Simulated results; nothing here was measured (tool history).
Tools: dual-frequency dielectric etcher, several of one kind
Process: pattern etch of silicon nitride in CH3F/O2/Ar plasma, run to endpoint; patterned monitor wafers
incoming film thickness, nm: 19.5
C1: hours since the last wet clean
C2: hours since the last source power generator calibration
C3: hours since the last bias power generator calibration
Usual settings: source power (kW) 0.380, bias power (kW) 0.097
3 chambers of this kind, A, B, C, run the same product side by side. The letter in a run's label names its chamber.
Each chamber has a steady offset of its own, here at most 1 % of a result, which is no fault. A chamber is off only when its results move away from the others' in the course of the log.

Run 1A, hour 5.1: usual settings; C1 284.9; C2 1807.9; C3 1349.9. Result: endpoint time (s) 25.563.
Run 2B, hour 9.2: usual settings; C1 256.4; C2 981.7; C3 2330.3. Result: endpoint time (s) 25.684.
Run 3C, hour 14.0: usual settings; C1 371.1; C2 206.6; C3 1445.6. Result: endpoint time (s) 26.010.
Run 4C, hour 17.0: usual settings; C1 374.1; C2 209.6; C3 1448.6. Result: endpoint time (s) 25.843.
Run 5B, hour 20.5: usual settings; C1 267.7; C2 993.0; C3 2341.6. Result: endpoint time (s) 25.758.
Run 6A, hour 23.2: usual settings but source power (kW) 0.300, bias power (kW) 0.081; C1 303.0; C2 1826.0; C3 1368.0. Result: endpoint time (s) 29.887.
Run 7C, hour 26.4: usual settings but source power (kW) 0.300, bias power (kW) 0.081; C1 383.5; C2 219.0; C3 1458.0. Result: endpoint time (s) 30.410.
Run 8A, hour 30.6: usual settings but source power (kW) 0.300, bias power (kW) 0.081; C1 310.4; C2 1833.4; C3 1375.4. Result: endpoint time (s) 29.815.
Run 9B, hour 35.2: usual settings; C1 282.4; C2 1007.7; C3 2356.3. Result: endpoint time (s) 25.909.
Run 10B, hour 40.4: usual settings but source power (kW) 0.330, bias power (kW) 0.088; C1 287.6; C2 1012.9; C3 2361.5. Result: endpoint time (s) 28.173.
Run 11C, hour 43.1: usual settings but source power (kW) 0.330, bias power (kW) 0.088; C1 400.2; C2 235.7; C3 1474.7. Result: endpoint time (s) 28.381.
Run 12A, hour 48.5: usual settings but source power (kW) 0.330, bias power (kW) 0.088; C1 328.3; C2 1851.3; C3 1393.3. Result: endpoint time (s) 27.789.
Run 13B, hour 51.3: usual settings; C1 298.5; C2 1023.8; C3 2372.4. Result: endpoint time (s) 25.909.
Run 14C, hour 55.6: usual settings; C1 412.7; C2 248.2; C3 1487.2. Result: endpoint time (s) 25.748.
Run 15A, hour 58.3: usual settings; C1 338.1; C2 1861.1; C3 1403.1. Result: endpoint time (s) 25.686.
Run 16A, hour 61.1: usual settings; C1 340.9; C2 1863.9; C3 1405.9. Result: endpoint time (s) 25.779.
At hour 65.8: chamber B: bias power generator calibrated.
Run 17B, hour 66.0: usual settings; C1 313.2; C2 1038.5; C3 0.2. Result: endpoint time (s) 25.636.
Run 18C, hour 70.2: usual settings; C1 427.3; C2 262.8; C3 1501.8. Result: endpoint time (s) 25.595.
Run 19B, hour 74.1: usual settings; C1 321.3; C2 1046.6; C3 8.3. Result: endpoint time (s) 25.796.
Run 20C, hour 77.1: usual settings; C1 434.2; C2 269.7; C3 1508.7. Result: endpoint time (s) 25.539.
Run 21A, hour 79.9: usual settings; C1 359.7; C2 1882.7; C3 1424.7. Result: endpoint time (s) 25.438.
Run 22C, hour 82.3: usual settings; C1 439.4; C2 274.9; C3 1513.9. Result: endpoint time (s) 25.546.
Run 23A, hour 87.7: usual settings but source power (kW) 0.330, bias power (kW) 0.108; C1 367.5; C2 1890.5; C3 1432.5. Result: endpoint time (s) 25.803.
At hour 92.3: chamber A: wet clean of the chamber.
Run 24B, hour 93.0: usual settings but source power (kW) 0.330, bias power (kW) 0.108; C1 340.2; C2 1065.5; C3 27.2. Result: endpoint time (s) 26.039.
Run 25B, hour 96.7: usual settings but source power (kW) 0.330, bias power (kW) 0.108; C1 343.9; C2 1069.2; C3 30.9. Result: endpoint time (s) 26.116.
Run 26A, hour 99.6: usual settings but source power (kW) 0.460, bias power (kW) 0.117; C1 7.4; C2 1902.4; C3 1444.4. Result: endpoint time (s) 22.252.
Run 27C, hour 102.0: usual settings but source power (kW) 0.460, bias power (kW) 0.117; C1 459.1; C2 294.6; C3 1533.6. Result: endpoint time (s) 22.090.
Run 28C, hour 105.1: usual settings but source power (kW) 0.460, bias power (kW) 0.117; C1 462.2; C2 297.7; C3 1536.7. Result: endpoint time (s) 22.084.
Run 29B, hour 108.3: usual settings; C1 355.5; C2 1080.8; C3 42.5. Result: endpoint time (s) 25.977.
Run 30A, hour 113.5: usual settings; C1 21.3; C2 1916.3; C3 1458.3. Result: endpoint time (s) 25.583.
Run 31B, hour 118.5: usual settings; C1 365.7; C2 1091.0; C3 52.7. Result: endpoint time (s) 25.779.
Run 32A, hour 122.4: usual settings; C1 30.2; C2 1925.2; C3 1467.2. Result: endpoint time (s) 25.695.
Run 33C, hour 126.7: usual settings; C1 483.8; C2 319.3; C3 1558.3. Result: endpoint time (s) 25.369.
Run 34B, hour 131.7: usual settings but source power (kW) 0.300; C1 378.9; C2 1104.2; C3 65.9. Result: endpoint time (s) 28.007.
Run 35A, hour 136.6: usual settings but source power (kW) 0.300; C1 44.4; C2 1939.4; C3 1481.4. Result: endpoint time (s) 27.967.
Run 36C, hour 140.3: usual settings but source power (kW) 0.300; C1 497.4; C2 332.9; C3 1571.9. Result: endpoint time (s) 27.455.
Run 37A, hour 145.4: usual settings; C1 53.2; C2 1948.2; C3 1490.2. Result: endpoint time (s) 25.584.
Run 38C, hour 149.9: usual settings; C1 507.0; C2 342.5; C3 1581.5. Result: endpoint time (s) 24.987.
Run 39B, hour 153.5: usual settings; C1 400.7; C2 1126.0; C3 87.7. Result: endpoint time (s) 26.026.
Run 40C, hour 158.7: usual settings; C1 515.8; C2 351.3; C3 1590.3. Result: endpoint time (s) 25.073.

What goes on in this fleet: one chamber off, a drifting gauge, or nothing beyond the chambers' own small offsets? Name the chamber and the cause, if any.

Chamber C drifts away from the others.
Cause: etch rate over this chamber's usual, % = 4.22.

Here are 4 candidates for chamber C's next run, each the usual settings with a change, their results left as question marks. Which one brings its results back in line with what the others give on the usual settings?
In line means no further than this from the other chambers' mean on the usual settings: endpoint time (s) 0.400
Run 41C-1, hour 162.8: usual settings but source power (kW) 0.400, bias power (kW) 0.100. Result: endpoint time (s) ?.
Run 41C-2, hour 162.8: usual settings but source power (kW) 0.350, bias power (kW) 0.090. Result: endpoint time (s) ?.
Run 41C-3, hour 162.8: usual settings but source power (kW) 0.350. Result: endpoint time (s) ?.
Run 41C-4, hour 162.8: usual settings but bias power (kW) 0.112. Result: endpoint time (s) ?.

The other chambers' mean on the usual settings: endpoint time (s) 25.710
  run  endpoint time (s)
41C-1             24.288
41C-2             26.521
41C-3             25.795
41C-4             23.715
41C-3 brings the chamber back in line.
